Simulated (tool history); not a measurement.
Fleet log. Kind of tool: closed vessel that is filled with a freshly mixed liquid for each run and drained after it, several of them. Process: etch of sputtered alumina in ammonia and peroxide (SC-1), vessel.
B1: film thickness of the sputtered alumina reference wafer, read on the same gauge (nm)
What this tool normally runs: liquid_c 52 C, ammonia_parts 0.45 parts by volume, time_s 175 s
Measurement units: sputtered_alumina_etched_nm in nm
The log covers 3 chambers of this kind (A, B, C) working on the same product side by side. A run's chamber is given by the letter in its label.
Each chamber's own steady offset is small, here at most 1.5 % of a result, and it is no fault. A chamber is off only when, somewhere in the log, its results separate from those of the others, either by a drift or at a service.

Run 1B, day 0.229: usual settings; B1 99.978. Result: sputtered_alumina_etched_nm 14.469 nm.
Run 2C, day 0.379: usual settings; B1 99.968. Result: sputtered_alumina_etched_nm 14.357 nm.
Run 3A, day 0.646: usual settings; B1 99.992. Result: sputtered_alumina_etched_nm 14.15 nm.
Run 4B, day 0.871: usual settings; B1 100.01. Result: sputtered_alumina_etched_nm 14.525 nm.
Run 5C, day 1.033: usual settings but liquid_c 44 C; B1 99.975. Result: sputtered_alumina_etched_nm 9.1448 nm.
Run 6A, day 1.238: usual settings but liquid_c 44 C; B1 100.01. Result: sputtered_alumina_etched_nm 9.1884 nm.
Run 7B, day 1.488: usual settings but liquid_c 44 C; B1 100.04. Result: sputtered_alumina_etched_nm 9.2466 nm.
Run 8A, day 1.796: usual settings; B1 99.996. Result: sputtered_alumina_etched_nm 14.223 nm.
Run 9C, day 2.088: usual settings; B1 100.02. Result: sputtered_alumina_etched_nm 14.386 nm.
Run 10C, day 2.238: usual settings; B1 99.982. Result: sputtered_alumina_etched_nm 14.28 nm.
Run 11B, day 2.533: usual settings; B1 100.03. Result: sputtered_alumina_etched_nm 14.756 nm.
Run 12A, day 2.683: usual settings; B1 99.984. Result: sputtered_alumina_etched_nm 14.284 nm.
Run 13C, day 2.871: usual settings; B1 99.997. Result: sputtered_alumina_etched_nm 13.908 nm.
Run 14B, day 3.154: usual settings; B1 99.994. Result: sputtered_alumina_etched_nm 14.398 nm.
Run 15A, day 3.4: usual settings; B1 99.964. Result: sputtered_alumina_etched_nm 14.086 nm.
Run 16B, day 3.712: usual settings; B1 99.999. Result: sputtered_alumina_etched_nm 14.375 nm.
At day 3.838: chamber A: new drum of ammonia solution connected.
Run 17C, day 3.962: usual settings; B1 100.02. Result: sputtered_alumina_etched_nm 13.958 nm.
Run 18A, day 4.142: usual settings; B1 99.977. Result: sputtered_alumina_etched_nm 14.395 nm.
Run 19C, day 4.438: usual settings; B1 100.01. Result: sputtered_alumina_etched_nm 13.809 nm.
Run 20B, day 4.754: usual settings; B1 100. Result: sputtered_alumina_etched_nm 14.219 nm.
Run 21A, day 4.896: usual settings; B1 100. Result: sputtered_alumina_etched_nm 14.324 nm.
Run 22C, day 5.133: usual settings; B1 99.998. Result: sputtered_alumina_etched_nm 13.686 nm.
Run 23A, day 5.329: usual settings; B1 99.993. Result: sputtered_alumina_etched_nm 14.066 nm.
Run 24B, day 5.583: usual settings; B1 99.99. Result: sputtered_alumina_etched_nm 14.312 nm.
At day 5.692: chamber A: thermometer replaced.
Run 25A, day 5.888: usual settings; B1 99.97. Result: sputtered_alumina_etched_nm 14.169 nm.
Run 26C, day 6.038: usual settings; B1 100.01. Result: sputtered_alumina_etched_nm 13.665 nm.
Run 27B, day 6.296: usual settings; B1 100.04. Result: sputtered_alumina_etched_nm 14.155 nm.
Run 28A, day 6.45: usual settings but ammonia_parts 0.5 parts by volume, time_s 225 s; B1 100.01. Result: sputtered_alumina_etched_nm 18.439 nm.
Run 29C, day 6.688: usual settings but ammonia_parts 0.5 parts by volume, time_s 225 s; B1 99.996. Result: sputtered_alumina_etched_nm 17.444 nm.
At day 6.862: chamber B: thermometer replaced.
Run 30B, day 7.008: usual settings but ammonia_parts 0.5 parts by volume, time_s 225 s; B1 100.04. Result: sputtered_alumina_etched_nm 18.924 nm.
Run 31B, day 7.288: usual settings; B1 99.977. Result: sputtered_alumina_etched_nm 14.1 nm.
Run 32A, day 7.496: usual settings; B1 100. Result: sputtered_alumina_etched_nm 14.527 nm.
Run 33C, day 7.654: usual settings; B1 99.995. Result: sputtered_alumina_etched_nm 13.124 nm.
Run 34A, day 7.896: usual settings; B1 100.01. Result: sputtered_alumina_etched_nm 14.064 nm.
Run 35C, day 8.112: usual settings; B1 99.996. Result: sputtered_alumina_etched_nm 13.231 nm.
Run 36B, day 8.254: usual settings; B1 99.996. Result: sputtered_alumina_etched_nm 14.415 nm.
Run 37C, day 8.438: usual settings; B1 100.03. Result: sputtered_alumina_etched_nm 13.2 nm.
Run 38B, day 8.742: usual settings but ammonia_parts 0.35 parts by volume, time_s 255 s; B1 99.99. Result: sputtered_alumina_etched_nm 20.125 nm.
Run 39A, day 9.004: usual settings but ammonia_parts 0.35 parts by volume, time_s 255 s; B1 99.995. Result: sputtered_alumina_etched_nm 20.327 nm.
Run 40A, day 9.221: usual settings but ammonia_parts 0.35 parts by volume, time_s 255 s; B1 100.03. Result: sputtered_alumina_etched_nm 20.272 nm.
Run 41B, day 9.504: usual settings; B1 99.979. Result: sputtered_alumina_etched_nm 14.384 nm.
Run 42C, day 9.792: usual settings; B1 99.964. Result: sputtered_alumina_etched_nm 12.884 nm.
Run 43C, day 10.075: usual settings; B1 100.02. Result: sputtered_alumina_etched_nm 13.005 nm.

Predict what each chamber gives when all 3 of them run the settings below next.
Run 44A, day 10.308: usual settings. Result: sputtered_alumina_etched_nm ?.
Run 44B, day 10.308: usual settings. Result: sputtered_alumina_etched_nm ?.
Run 44C, day 10.308: usual settings. Result: sputtered_alumina_etched_nm ?.

run  sputtered_alumina_etched_nm
44A                       14.156
44B                        14.44
44C                       13.126
